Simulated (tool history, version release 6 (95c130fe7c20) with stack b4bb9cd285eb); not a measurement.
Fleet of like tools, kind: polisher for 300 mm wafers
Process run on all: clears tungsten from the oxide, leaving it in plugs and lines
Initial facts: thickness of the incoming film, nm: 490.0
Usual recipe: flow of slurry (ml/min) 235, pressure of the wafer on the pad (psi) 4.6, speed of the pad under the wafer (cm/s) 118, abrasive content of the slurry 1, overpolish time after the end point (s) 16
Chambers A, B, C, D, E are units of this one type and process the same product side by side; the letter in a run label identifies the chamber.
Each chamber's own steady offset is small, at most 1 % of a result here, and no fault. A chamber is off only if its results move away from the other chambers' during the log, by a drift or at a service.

run,hour,flow of slurry (ml/min),pressure of the wafer on the pad (psi),speed of the pad under the wafer (cm/s),abrasive content of the slurry,overpolish time after the end point (s),wafers polished on this pad,hours since the slurry nozzle was cleaned,hours since the head pressure was calibrated,hours since the slurry blender was calibrated,hours since the slurry got fresh peroxide,time until the end point was called (s)
1D,12.5,235,4.6,118,1,16,195,164.4,196.9,191.9,25.5,63.217
# hour 21.4: chamber C: slurry tank refilled with fresh slurry and peroxide
# hour 23.5: chamber E: slurry blender recalibrated
2C,26.9,235,4.6,118,1,16,611,285,301.8,138.5,5.5,61.799
# hour 33.6: chamber B: worn pad replaced by a new one
3A,36.1,235,4.6,118,1,16,787,152.5,344.1,53.7,93.8,62.931
# hour 36.8: chamber B: slurry tank refilled with fresh slurry and peroxide
# hour 42.1: chamber A: worn pad replaced by a new one
# hour 45.2: chamber C: worn pad replaced by a new one
# hour 47.4: chamber A: slurry tank refilled with fresh slurry and peroxide
4B,50.5,235,4.6,118,1,16,210,107.2,426.1,269.4,13.8,61.764
# hour 54.7: chamber E: slurry tank refilled with fresh slurry and peroxide
5E,61.2,235,4.6,118,1,16,1086,185.5,795.2,37.8,6.6,62.834
# hour 65.1: chamber D: slurry tank refilled with fresh slurry and peroxide
# hour 65.7: chamber D: worn pad replaced by a new one
# hour 67.1: chamber E: worn pad replaced by a new one
6E,75.3,235,4.6,118,1,16,102,199.6,809.3,51.9,20.7,62.564
# hour 87.8: chamber A: slurry blender recalibrated
7C,89.8,235,3.4,118,0.9,16,555,347.9,364.7,201.4,68.4,86.329
# hour 93.5: chamber C: slurry tank refilled with fresh slurry and peroxide
8A,97.8,235,3.4,118,0.9,16,693,214.2,405.8,10,50.5,87.551
9D,106.3,235,3.4,118,0.9,16,505,258.2,290.7,285.7,41.2,85.684
# hour 114.1: chamber A: worn pad replaced by a new one
# hour 120.6: chamber D: slurry nozzle cleaned
10B,120.9,235,3.4,118,0.9,16,1085,177.6,496.5,339.8,84.2,86.801
# hour 121: chamber B: slurry tank refilled with fresh slurry and peroxide
# hour 124.3: chamber B: worn pad replaced by a new one
# hour 124.9: chamber B: head pressure recalibrated
# hour 128: chamber E: slurry tank refilled with fresh slurry and peroxide
# hour 131.9: chamber C: worn pad replaced by a new one
11D,135,235,3.4,118,0.9,16,861,14.4,319.4,314.4,69.9,88.146
# hour 138: chamber D: slurry tank refilled with fresh slurry and peroxide
# hour 142.2: chamber D: worn pad replaced by a new one
# hour 145.8: chamber E: worn pad replaced by a new one
12C,147.4,235,4.6,118,1,16,193,405.5,422.3,259,54,62.955
# hour 150.2: chamber E: slurry blender recalibrated
13A,157.8,235,4.6,118,1,16,543,274.2,465.8,70,110.5,63.407
# hour 160.3: chamber C: slurry blender recalibrated
14E,165.5,235,4.6,118,1,16,246,289.8,899.5,15.3,37.6,62.818
# hour 170.1: chamber C: slurry tank refilled with fresh slurry and peroxide
15B,172.8,235,4.6,118,1,16,603,229.5,47.9,391.7,51.8,62.687
# hour 180: chamber A: slurry tank refilled with fresh slurry and peroxide
# hour 184.2: chamber A: worn pad replaced by a new one
# hour 185.8: chamber E: head pressure recalibrated
16A,186.9,260,4.6,100,1,16,34,303.3,494.9,99.1,7,73.837
17D,196.1,260,4.6,100,1,16,671,75.5,380.5,375.5,58.1,73.718
# hour 197.2: chamber A: slurry blender recalibrated
# hour 199: chamber C: worn pad replaced by a new one
# hour 201.6: chamber B: slurry tank refilled with fresh slurry and peroxide
18C,207.3,260,4.6,100,1,16,104,465.4,482.2,47,37.2,72.594
# hour 209.5: chamber B: worn pad replaced by a new one
# hour 211.4: chamber E: slurry tank refilled with fresh slurry and peroxide
# hour 214.4: chamber D: worn pad replaced by a new one
# hour 214.8: chamber D: head pressure recalibrated
19E,220.6,260,4.6,100,1,16,930,344.9,34.8,70.4,9.3,73.526
# hour 227.2: chamber D: slurry tank refilled with fresh slurry and peroxide
20B,228.6,260,4.6,100,1,16,237,285.3,103.7,447.5,27.1,72.475
# hour 238: chamber D: slurry blender recalibrated
# hour 238.2: chamber C: slurry tank refilled with fresh slurry and peroxide
# hour 239.2: chamber E: worn pad replaced by a new one
21D,239.5,235,4.6,118,1,16,312,118.9,24.8,1.5,12.3,63.353
22C,246.6,235,4.6,118,1,16,592,504.7,521.5,86.3,8.4,61.98
# hour 252.3: chamber E: slurry blender recalibrated
23E,261.1,235,4.6,118,1,16,272,385.4,75.3,8.8,49.8,63.127
# hour 267.1: chamber A: worn pad replaced by a new one
# hour 268.6: chamber C: worn pad replaced by a new one
24B,274.6,235,4.6,118,1,16,809,331.3,149.7,493.5,73.1,63.104
25A,281.6,235,4.6,98,1.15,16,180,398,589.6,84.4,101.7,73.058
# hour 282.6: chamber D: worn pad replaced by a new one
# hour 284.5: chamber E: slurry tank refilled with fresh slurry and peroxide
# hour 285.6: chamber B: slurry tank refilled with fresh slurry and peroxide
26D,293.2,235,4.6,98,1.15,16,132,172.6,78.5,55.2,66,73.231
# hour 298.4: chamber A: slurry blender recalibrated
27A,305.3,235,4.6,98,1.15,16,475,421.7,613.3,6.9,125.4,73.643
# hour 313.9: chamber C: head pressure recalibrated
# hour 313.9: chamber B: worn pad replaced by a new one
28C,314.4,235,4.6,98,1.15,16,569,572.5,0.6,154.1,76.2,72.467
# hour 318: chamber A: slurry tank refilled with fresh slurry and peroxide
# hour 318.1: chamber B: slurry blender recalibrated
29E,322.9,235,4.6,98,1.15,16,1040,447.2,137.1,70.6,38.4,72.381
# hour 323.6: chamber C: slurry tank refilled with fresh slurry and peroxide
# hour 324: chamber E: worn pad replaced by a new one
30B,337.4,235,4.6,118,1,16,292,394.1,212.5,19.3,51.8,62.732
# hour 342: chamber C: worn pad replaced by a new one
# hour 347.1: chamber E: slurry blender recalibrated
31A,350.4,235,4.6,118,1,16,1035,466.8,658.4,52,32.5,63.246
# hour 356.8: chamber E: slurry tank refilled with fresh slurry and peroxide
32B,360.7,235,4.6,118,1,16,582,417.4,235.8,42.6,75.1,62.397
# hour 363.2: chamber C: slurry nozzle cleaned
33C,367.1,235,4.6,118,1,16,312,4,53.3,206.8,43.5,62.406
34E,381.2,235,4.6,118,1,16,711,505.5,195.4,34.2,24.4,62.376

Decide between three cases: one chamber stands off from its peers, the gauge reading all wafers drifts, or nothing is wrong past each chamber's small offset. Where a chamber is off, say which and what most likely put it there.

The fleet is healthy, with each chamber sitting at its usual small offset and no drift in the gauge.

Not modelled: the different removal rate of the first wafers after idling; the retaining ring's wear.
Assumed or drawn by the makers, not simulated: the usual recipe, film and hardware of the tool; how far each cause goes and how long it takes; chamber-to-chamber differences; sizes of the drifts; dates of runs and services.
